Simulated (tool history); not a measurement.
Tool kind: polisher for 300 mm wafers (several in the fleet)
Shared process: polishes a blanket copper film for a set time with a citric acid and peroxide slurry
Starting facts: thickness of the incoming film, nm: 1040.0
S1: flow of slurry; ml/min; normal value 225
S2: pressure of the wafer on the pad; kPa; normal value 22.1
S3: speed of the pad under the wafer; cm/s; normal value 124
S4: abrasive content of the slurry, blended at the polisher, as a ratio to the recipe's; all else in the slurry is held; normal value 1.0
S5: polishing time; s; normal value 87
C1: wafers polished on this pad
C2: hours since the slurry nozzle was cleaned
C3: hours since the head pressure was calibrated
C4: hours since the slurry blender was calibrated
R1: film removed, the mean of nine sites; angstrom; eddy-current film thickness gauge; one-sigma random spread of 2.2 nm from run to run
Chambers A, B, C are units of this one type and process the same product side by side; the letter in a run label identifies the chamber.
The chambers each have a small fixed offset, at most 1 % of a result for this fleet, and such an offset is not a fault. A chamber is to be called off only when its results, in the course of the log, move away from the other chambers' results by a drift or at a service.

At hour 10.7: chamber B: slurry nozzle cleaned.
Run 1B, hour 12.1: usual settings; C1 887; C2 1.4; C3 387.7; C4 14.4. Result: R1 2592.8 angstrom.
At hour 19.0: chamber A: worn pad replaced by a new one.
Run 2C, hour 20.0: usual settings; C1 601; C2 187.8; C3 219.6; C4 184.1. Result: R1 2628.4 angstrom.
Run 3A, hour 26.0: usual settings; C1 80; C2 535.8; C3 507.6; C4 39.7. Result: R1 2549.7 angstrom.
At hour 27.6: chamber C: worn pad replaced by a new one.
Run 4B, hour 32.5: usual settings; C1 1120; C2 21.8; C3 408.1; C4 34.8. Result: R1 2578.3 angstrom.
At hour 35.6: chamber B: worn pad replaced by a new one.
Run 5A, hour 42.1: usual settings; C1 263; C2 551.9; C3 523.7; C4 55.8. Result: R1 2564.7 angstrom.
Run 6C, hour 53.8: usual settings; C1 299; C2 221.6; C3 253.4; C4 217.9. Result: R1 2597.3 angstrom.
Run 7B, hour 61.1: usual settings; C1 290; C2 50.4; C3 436.7; C4 63.4. Result: R1 2572.8 angstrom.
Run 8C, hour 71.3: usual settings; C1 498; C2 239.1; C3 270.9; C4 235.4. Result: R1 2562.6 angstrom.
Run 9A, hour 79.1: usual settings; C1 685; C2 588.9; C3 560.7; C4 92.8. Result: R1 2550.4 angstrom.
Run 10B, hour 88.3: usual settings; C1 600; C2 77.6; C3 463.9; C4 90.6. Result: R1 2502.1 angstrom.
At hour 93.8: chamber C: worn pad replaced by a new one.
Run 11A, hour 96.5: usual settings; C1 883; C2 606.3; C3 578.1; C4 110.2. Result: R1 2591.6 angstrom.
Run 12C, hour 107.7: usual settings; C1 159; C2 275.5; C3 307.3; C4 271.8. Result: R1 2621.9 angstrom.
Run 13A, hour 115.4: usual settings; C1 1098; C2 625.2; C3 597.0; C4 129.1. Result: R1 2586.5 angstrom.
Run 14B, hour 121.1: usual settings; C1 974; C2 110.4; C3 496.7; C4 123.4. Result: R1 2500.1 angstrom.
Run 15C, hour 126.9: usual settings; C1 378; C2 294.7; C3 326.5; C4 291.0. Result: R1 2583.5 angstrom.
Run 16B, hour 136.4: usual settings; C1 1148; C2 125.7; C3 512.0; C4 138.7. Result: R1 2460.1 angstrom.
At hour 138.9: chamber B: worn pad replaced by a new one.
Run 17C, hour 146.0: usual settings; C1 595; C2 313.8; C3 345.6; C4 310.1. Result: R1 2557.8 angstrom.
At hour 149.0: chamber C: worn pad replaced by a new one.
At hour 151.6: chamber B: slurry blender recalibrated.
At hour 156.5: chamber C: head pressure recalibrated.
Run 18A, hour 156.5: usual settings; C1 1567; C2 666.3; C3 638.1; C4 170.2. Result: R1 2551.2 angstrom.
At hour 158.2: chamber A: worn pad replaced by a new one.
Run 19C, hour 168.0: usual settings; C1 217; C2 335.8; C3 11.6; C4 332.1. Result: R1 2529.4 angstrom.
Run 20A, hour 175.8: usual settings; C1 201; C2 685.6; C3 657.4; C4 189.5. Result: R1 2518.6 angstrom.
Run 21B, hour 181.4: usual settings but S2 29.0 kPa, S4 0.7; C1 484; C2 170.7; C3 557.0; C4 29.8. Result: R1 2952.4 angstrom.
Run 22C, hour 193.6: usual settings but S2 29.0 kPa, S4 0.7; C1 509; C2 361.4; C3 37.2; C4 357.7. Result: R1 3160.6 angstrom.
At hour 201.6: chamber C: worn pad replaced by a new one.
Run 23A, hour 204.6: usual settings but S2 29.0 kPa, S4 0.7; C1 529; C2 714.4; C3 686.2; C4 218.3. Result: R1 3102.6 angstrom.
Run 24B, hour 215.8: usual settings; C1 876; C2 205.1; C3 591.4; C4 64.2. Result: R1 2395.8 angstrom.
At hour 218.3: chamber B: worn pad replaced by a new one.
Run 25C, hour 225.8: usual settings; C1 276; C2 393.6; C3 69.4; C4 389.9. Result: R1 2589.4 angstrom.
Run 26B, hour 232.3: usual settings; C1 159; C2 221.6; C3 607.9; C4 80.7. Result: R1 2394.1 angstrom.
At hour 239.1: chamber A: slurry blender recalibrated.
Run 27A, hour 241.0: usual settings; C1 944; C2 750.8; C3 722.6; C4 1.9. Result: R1 2563.0 angstrom.
At hour 245.9: chamber A: slurry nozzle cleaned.
Run 28C, hour 250.3: usual settings; C1 556; C2 418.1; C3 93.9; C4 414.4. Result: R1 2569.1 angstrom.
Run 29A, hour 258.8: usual settings; C1 1147; C2 12.9; C3 740.4; C4 19.7. Result: R1 2532.8 angstrom.
Run 30B, hour 267.2: usual settings; C1 557; C2 256.5; C3 642.8; C4 115.6. Result: R1 2309.8 angstrom.
Run 31A, hour 279.1: usual settings; C1 1378; C2 33.2; C3 760.7; C4 40.0. Result: R1 2571.7 angstrom.
At hour 280.1: chamber B: slurry nozzle cleaned.
Run 32B, hour 290.7: usual settings; C1 825; C2 10.7; C3 666.3; C4 139.1. Result: R1 2309.2 angstrom.

Which is it: a chamber that has drifted or been left off by a service, a gauge drift common to all chambers, or only each chamber's usual small offset? If a chamber is off, name it and its likeliest cause.

Little by little, chamber B moves away from the other chambers.
Cause: head's pressure below its setpoint, % = 11.8.

Below are 4 candidate recipes for chamber B's next run, each the usual settings with a change, their results shown as question marks. Which of them brings B's results back in line with what the other chambers give on the usual settings?
Maximum distance from the other chambers' mean on the usual settings for a result to count as in line: R1 77.0 angstrom
Run 33B-1, hour 299.6: usual settings but S2 22.8 kPa, S5 89 s. Result: R1 ?.
Run 33B-2, hour 299.6: usual settings but S3 110 cm/s. Result: R1 ?.
Run 33B-3, hour 299.6: usual settings but S2 23.4 kPa, S3 132 cm/s. Result: R1 ?.
Run 33B-4, hour 299.6: usual settings but S4 0.75. Result: R1 ?.

Average result of the remaining chambers running the usual settings: R1 2569.1 angstrom
  run      R1
33B-1  2405.7
33B-2  2026.3
33B-3  2576.1
33B-4  2146.3
With 33B-3, the chamber falls back in line with the rest.

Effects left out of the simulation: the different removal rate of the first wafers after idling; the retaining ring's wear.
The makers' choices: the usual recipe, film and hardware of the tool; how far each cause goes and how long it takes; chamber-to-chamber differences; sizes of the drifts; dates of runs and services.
